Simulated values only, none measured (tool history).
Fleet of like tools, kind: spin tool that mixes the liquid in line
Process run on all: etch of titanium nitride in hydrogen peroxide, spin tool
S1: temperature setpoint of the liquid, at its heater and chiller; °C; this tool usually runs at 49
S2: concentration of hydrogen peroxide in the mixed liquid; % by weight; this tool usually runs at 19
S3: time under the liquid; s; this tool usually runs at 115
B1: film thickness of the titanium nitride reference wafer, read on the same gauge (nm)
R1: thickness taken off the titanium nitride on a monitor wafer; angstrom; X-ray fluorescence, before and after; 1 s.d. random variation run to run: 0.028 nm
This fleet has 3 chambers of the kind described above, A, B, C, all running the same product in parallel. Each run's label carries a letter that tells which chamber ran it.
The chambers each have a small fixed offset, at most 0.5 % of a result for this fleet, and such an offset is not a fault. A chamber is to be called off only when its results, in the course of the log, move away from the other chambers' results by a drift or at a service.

run 1A hour=4.2 | S1=49 S2=19 S3=115 | B1=59.974 | R1=59.812
run 2B hour=9.2 | S1=49 S2=19 S3=115 | B1=59.995 | R1=59.394
run 3C hour=13.4 | S1=49 S2=19 S3=115 | B1=60.038 | R1=59.512
-- hour=15.6 chamber C: new drum of peroxide connected
run 4A hour=17 | S1=49 S2=19 S3=115 | B1=60.017 | R1=59.812
run 5B hour=23.3 | S1=49 S2=19 S3=115 | B1=60.003 | R1=59.613
run 6C hour=27.1 | S1=49 S2=15 S3=115 | B1=60.012 | R1=57.315
run 7A hour=30.5 | S1=49 S2=15 S3=115 | B1=60.037 | R1=56.411
run 8B hour=36.1 | S1=49 S2=15 S3=115 | B1=59.989 | R1=57.026
run 9C hour=41.9 | S1=49 S2=19 S3=115 | B1=59.986 | R1=59.382
run 10B hour=47.3 | S1=49 S2=19 S3=115 | B1=59.973 | R1=59.371
run 11C hour=53.6 | S1=49 S2=19 S3=115 | B1=59.982 | R1=59.821
run 12A hour=57.3 | S1=49 S2=19 S3=115 | B1=60.033 | R1=59.617
run 13C hour=60.3 | S1=53 S2=22.5 S3=115 | B1=60.013 | R1=82.215
run 14A hour=65.7 | S1=53 S2=22.5 S3=115 | B1=60.045 | R1=81.792
run 15B hour=72.3 | S1=53 S2=22.5 S3=115 | B1=60.056 | R1=82.268
run 16C hour=75.3 | S1=49 S2=19 S3=115 | B1=60.011 | R1=59.649
run 17B hour=80.5 | S1=49 S2=19 S3=115 | B1=60.011 | R1=59.19
-- hour=83.3 chamber C: thermometer replaced
run 18A hour=86.9 | S1=49 S2=19 S3=115 | B1=59.972 | R1=59.606
run 19C hour=90.7 | S1=49 S2=19 S3=115 | B1=59.999 | R1=60.077
run 20B hour=94 | S1=49 S2=19 S3=115 | B1=59.974 | R1=59.565
run 21A hour=98.9 | S1=49 S2=19 S3=115 | B1=60.023 | R1=59.011
run 22B hour=104.3 | S1=49 S2=19 S3=115 | B1=60.022 | R1=59.24
run 23C hour=107.7 | S1=49 S2=19 S3=115 | B1=60.001 | R1=59.312
run 24A hour=111.9 | S1=49 S2=19 S3=115 | B1=60.033 | R1=59.65
run 25C hour=118.2 | S1=49 S2=19 S3=115 | B1=60.019 | R1=59.345
run 26B hour=124.8 | S1=49 S2=19 S3=115 | B1=60.016 | R1=59.687
run 27A hour=128.8 | S1=56.5 S2=21.5 S3=115 | B1=60.048 | R1=105.4
run 28A hour=131.9 | S1=56.5 S2=21.5 S3=115 | B1=59.971 | R1=104.53
run 29B hour=136.9 | S1=56.5 S2=21.5 S3=115 | B1=59.987 | R1=102.7
run 30C hour=140.6 | S1=45.5 S2=24.5 S3=115 | B1=59.989 | R1=48.82
run 31C hour=144.2 | S1=45.5 S2=24.5 S3=115 | B1=59.991 | R1=48.913
run 32A hour=149.2 | S1=45.5 S2=24.5 S3=115 | B1=60.009 | R1=48.217
run 33B hour=155 | S1=49 S2=19 S3=115 | B1=60.012 | R1=59.424
run 34B hour=158.5 | S1=49 S2=19 S3=115 | B1=60 | R1=59.026
run 35A hour=164 | S1=49 S2=19 S3=115 | B1=60.006 | R1=59.86
run 36C hour=167.9 | S1=49 S2=19 S3=115 | B1=59.994 | R1=59.633
run 37A hour=172.7 | S1=49 S2=19 S3=115 | B1=59.99 | R1=59.679
run 38B hour=177.9 | S1=49 S2=19 S3=115 | B1=60.007 | R1=59.435
run 39C hour=183.8 | S1=49 S2=19 S3=115 | B1=59.999 | R1=59.269
run 40B hour=187.6 | S1=49 S2=19 S3=115 | B1=59.988 | R1=58.801
run 41C hour=193.9 | S1=49 S2=19 S3=115 | B1=60.036 | R1=59.119

All 3 chambers run these settings next. Forecast each chamber's results:
run 42A hour=198.6 | S1=49 S2=19 S3=115 | R1=?
run 42B hour=198.6 | S1=49 S2=19 S3=115 | R1=?
run 42C hour=198.6 | S1=49 S2=19 S3=115 | R1=?

run=42A R1=59.857
run=42B R1=59.756
run=42C R1=59.285
